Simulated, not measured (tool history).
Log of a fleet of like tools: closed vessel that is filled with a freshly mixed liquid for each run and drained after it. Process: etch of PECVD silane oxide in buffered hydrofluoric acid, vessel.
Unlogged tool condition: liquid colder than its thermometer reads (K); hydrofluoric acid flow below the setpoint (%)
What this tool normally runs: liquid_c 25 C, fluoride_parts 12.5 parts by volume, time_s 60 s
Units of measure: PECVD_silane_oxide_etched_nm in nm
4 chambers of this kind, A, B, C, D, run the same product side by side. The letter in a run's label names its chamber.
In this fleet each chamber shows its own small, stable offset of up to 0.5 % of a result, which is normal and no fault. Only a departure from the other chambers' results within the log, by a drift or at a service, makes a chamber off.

run	hour	liquid_c	fluoride_parts	time_s	hours since the thermometer was replaced	hours since the hydrofluoric acid flow meter was replaced	read-back film thickness of the PECVD silane oxide reference wafer, read on the same gauge (nm)	PECVD_silane_oxide_etched_nm
1D	11.8	25	12.5	60	1710	45.7	130	159.1
2B	18.9	25	12.5	60	759.7	866.6	130.01	159.65
3C	30.1	25	12.5	60	334.6	901.7	130.01	160.38
4A	36	25	12.5	60	78.4	662.1	130.02	159.06
5C	42.7	25	12.5	60	347.2	914.3	129.99	159.42
6B	48.9	25	12.5	60	789.7	896.6	129.99	159.13
7D	57.5	25	15	60	1755.7	91.4	129.95	134.48
8A	64.8	25	15	60	107.2	690.9	130.05	132.89
9B	75.4	25	15	60	816.2	923.1	130.02	133.65
10A	82.8	25	15	60	125.2	708.9	130.01	133.65
11C	92.3	25	12.5	60	396.8	963.9	130.04	159.67
12D	98.2	25	12.5	60	1796.4	132.1	130.03	160.98
13C	104.6	25	12.5	60	409.1	976.2	130	161.64
14A	114.1	25	12.5	60	156.5	740.2	130.01	160.6
15D	121	25	12.5	85	1819.2	154.9	130.02	225.89
16B	128.6	25	12.5	85	869.4	976.3	130.01	226.35
17D	140.3	25	12.5	85	1838.5	174.2	129.98	227.48
18C	147.6	25	12.5	85	452.1	1019.2	130.01	226.3
19A	153.3	25	12.5	60	195.7	779.4	129.99	160.41
20B	163.4	25	12.5	60	904.2	1011.1	130.03	159.35
21B	171.1	25	12.5	60	911.9	1018.8	129.98	157.82
22C	178.5	25	12.5	60	483	1050.1	129.99	160.19
23A	184.6	25	12.5	60	227	810.7	129.95	158.86
24D	190.7	25	12.5	35	1888.9	224.6	130	93.613
25B	199.2	25	12.5	35	940	1046.9	130.04	92.375
26A	205.5	25	12.5	35	247.9	831.6	129.99	92.687
27D	213.7	25	12.5	35	1911.9	247.6	130.02	93.086
28C	223.1	25	12.5	60	527.6	1094.7	129.96	159.55
29D	232	25	12.5	60	1930.2	265.9	129.98	159.11
30A	240.8	25	12.5	60	283.2	866.9	130.02	159.93
31B	249.9	25	12.5	60	990.7	1097.6	130.02	158.68
32C	258.2	25	12.5	60	562.7	1129.8	129.98	160.38
33A	269.9	25	12.5	60	312.3	896	130.01	159.41
34D	277	22.5	12.5	60	1975.2	310.9	130.02	139.94
35C	285	22.5	12.5	60	589.5	1156.6	129.98	140.6
36B	292.9	22.5	12.5	60	1033.7	1140.6	130.01	136.49
37A	300.3	22.5	12.5	60	342.7	926.4	129.99	139.71
38D	311.1	25	12.5	80	2009.3	345	130	215.1
39C	320.1	25	12.5	80	624.6	1191.7	130.03	214.28
40B	330.5	25	12.5	80	1071.3	1178.2	130	207.85
41D	340.1	25	12.5	80	2038.3	374	129.99	213.45
42C	351.1	25	12.5	60	655.6	1222.7	129.99	160.17

Does one chamber stand apart from the rest, does the shared gauge drift, or is all well apart from small per-chamber offsets? Give the chamber and the most likely cause, where there is one.

One chamber, B, drifts off from the rest bit by bit.
Most likely cause: hydrofluoric acid flow below the setpoint (%) = 2.62.
The log may not separate it from: liquid colder than its thermometer reads (K).

Chamber B could run next with any of the 4 candidate recipes listed below; each alters the usual settings, and their results appear as question marks. Which one brings its results back in line with what the other chambers deliver on the usual settings?
Maximum distance from the other chambers' mean on the usual settings for a result to count as in line: PECVD_silane_oxide_etched_nm 2.6 nm
43B-1	359.8	26	12.5	60				?
43B-2	359.8	25.5	12.5	60				?
43B-3	359.8	24	12.5	60				?
43B-4	359.8	24.5	12.5	60				?

Mean of the other chambers on the usual settings: PECVD_silane_oxide_etched_nm 160.1 nm
run	PECVD_silane_oxide_etched_nm
43B-1	164.75
43B-2	160.37
43B-3	147.66
43B-4	151.74
43B-2 is the one that brings the chamber's results back in line with the other chambers.
